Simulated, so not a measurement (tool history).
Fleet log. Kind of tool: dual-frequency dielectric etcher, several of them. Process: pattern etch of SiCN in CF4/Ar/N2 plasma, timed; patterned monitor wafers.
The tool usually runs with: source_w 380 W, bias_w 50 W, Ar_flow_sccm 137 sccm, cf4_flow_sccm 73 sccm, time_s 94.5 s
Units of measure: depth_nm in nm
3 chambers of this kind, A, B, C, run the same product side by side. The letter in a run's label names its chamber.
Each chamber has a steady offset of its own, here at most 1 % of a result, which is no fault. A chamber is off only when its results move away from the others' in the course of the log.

run     day  source_w  bias_w  Ar_flow_sccm  cf4_flow_sccm  time_s  hours since the last wet clean  hours since the last source power generator calibration  hours since the last bias power generator calibration  hours since the last Ar flow controller change  hours since the last CF4 flow controller change  read-back reference wafer on the same gauge, depth_nm  depth_nm
 1A   0.442       380      50           137             73    94.5                           285.3                                                     2223                                                 3699.6                                          2777.8                                           3933.1                                                 49.095     59.33
 2B   0.762       380      50           137             73    94.5                           240.4                                                   2872.8                                                 3938.7                                          3469.1                                           1216.9                                                 49.121    58.811
 3C   1.279       380      50           137             73    94.5                           230.9                                                   1842.2                                                 3012.8                                          2534.7                                           4819.1                                                 49.144    58.741
 4A   1.688       380      50           137             73    94.5                           315.2                                                   2252.9                                                 3729.5                                          2807.7                                             3963                                                 49.136    59.302
 5B   2.175       380      50           137             73    70.5                           274.3                                                   2906.7                                                 3972.6                                            3503                                           1250.8                                                 49.146     43.96
 6C   2.521       380      50           137             73    70.5                           260.7                                                     1872                                                 3042.6                                          2564.5                                           4848.9                                                 49.162    43.746
 7C   2.912       380      50           137             73    70.5                           270.1                                                   1881.4                                                   3052                                          2573.9                                           4858.3                                                 49.198    43.598
 8B     3.4       380      50           137             73    94.5                           303.7                                                   2936.1                                                   4002                                          3532.4                                           1280.2                                                 49.191    58.786
 9A   3.892       380      50           137             73    94.5                           368.1                                                   2305.8                                                 3782.4                                          2860.6                                           4015.9                                                 49.215    59.486
10C   4.438       380      50           137             73    94.5                           306.7                                                     1918                                                 3088.6                                          2610.5                                           4894.9                                                  49.23    58.789
11A       5       380      50           111             82    94.5                           394.7                                                   2332.4                                                   3809                                          2887.2                                           4042.5                                                 49.237    63.168
12B   5.308       380      50           111             82    94.5                           349.5                                                   2981.9                                                 4047.8                                          3578.2                                             1326                                                 49.263    62.368
13C   5.617       380      50           111             82    94.5                             335                                                   1946.3                                                 3116.9                                          2638.8                                           4923.2                                                 49.267     62.19
14B   5.942       380      50           137             73    94.5                           364.7                                                   2997.1                                                   4063                                          3593.4                                           1341.2                                                 49.272    58.942
15A   6.288       380      50           137             73    94.5                           425.6                                                   2363.3                                                 3839.9                                          2918.1                                           4073.4                                                 49.276    59.434
16C   6.821       380      50           137             73    94.5                           363.9                                                   1975.2                                                 3145.8                                          2667.7                                           4952.1                                                 49.303    58.705
17B   7.208       380      50           137             73    94.5                           395.1                                                   3027.5                                                 4093.4                                          3623.8                                           1371.6                                                 49.288     59.04
      7.704  -- chamber B: wet clean of the chamber
18A   7.721       330      50           137             73    82.5                             460                                                   2397.7                                                 3874.3                                          2952.5                                           4107.8                                                  49.32    45.806
19A   8.017       330      50           137             73    82.5                           467.1                                                   2404.8                                                 3881.4                                          2959.6                                           4114.9                                                 49.332    45.781
20C   8.567       330      50           137             73    82.5                           405.8                                                   2017.1                                                 3187.7                                          2709.6                                             4994                                                 49.352     45.35
21B   8.846       380      50           137             73    94.5                            27.4                                                   3066.8                                                 4132.7                                          3663.1                                           1410.9                                                 49.328    59.045
22C   9.088       380      50           137             73    94.5                           418.3                                                   2029.6                                                 3200.2                                          2722.1                                           5006.5                                                 49.348    58.833
23A   9.538       380      50           137             73    94.5                           503.6                                                   2441.3                                                 3917.9                                          2996.1                                           4151.4                                                 49.381    59.601
24B   9.967       380      62           137             73    94.5                            54.3                                                   3093.7                                                 4159.6                                            3690                                           1437.8                                                 49.416    63.604
25B  10.404       380      62           137             73    94.5                            64.8                                                   3104.2                                                 4170.1                                          3700.5                                           1448.3                                                  49.39    63.595
26A  10.675       380      62           137             73    94.5                           530.9                                                   2468.6                                                 3945.2                                          3023.4                                           4178.7                                                 49.416    64.189
27C  11.212       380      50           137             73    94.5                           469.3                                                   2080.6                                                 3251.2                                          2773.1                                           5057.5                                                 49.407    59.013
28B  11.538       380      50           137             73    94.5                              92                                                   3131.4                                                 4197.3                                          3727.7                                           1475.5                                                 49.424    58.915
29A  12.008       380      50           137             73    94.5                           562.9                                                   2500.6                                                 3977.2                                          3055.4                                           4210.7                                                 49.456    59.755

Which is it: a chamber that has drifted or been left off by a service, a gauge drift common to all chambers, or only each chamber's usual small offset? If a chamber is off, name it and its likeliest cause.

The shared gauge is drifting. All chambers look as if they move in step, but none is off.
What lies behind it: gauge reads high (%) = 0.717.
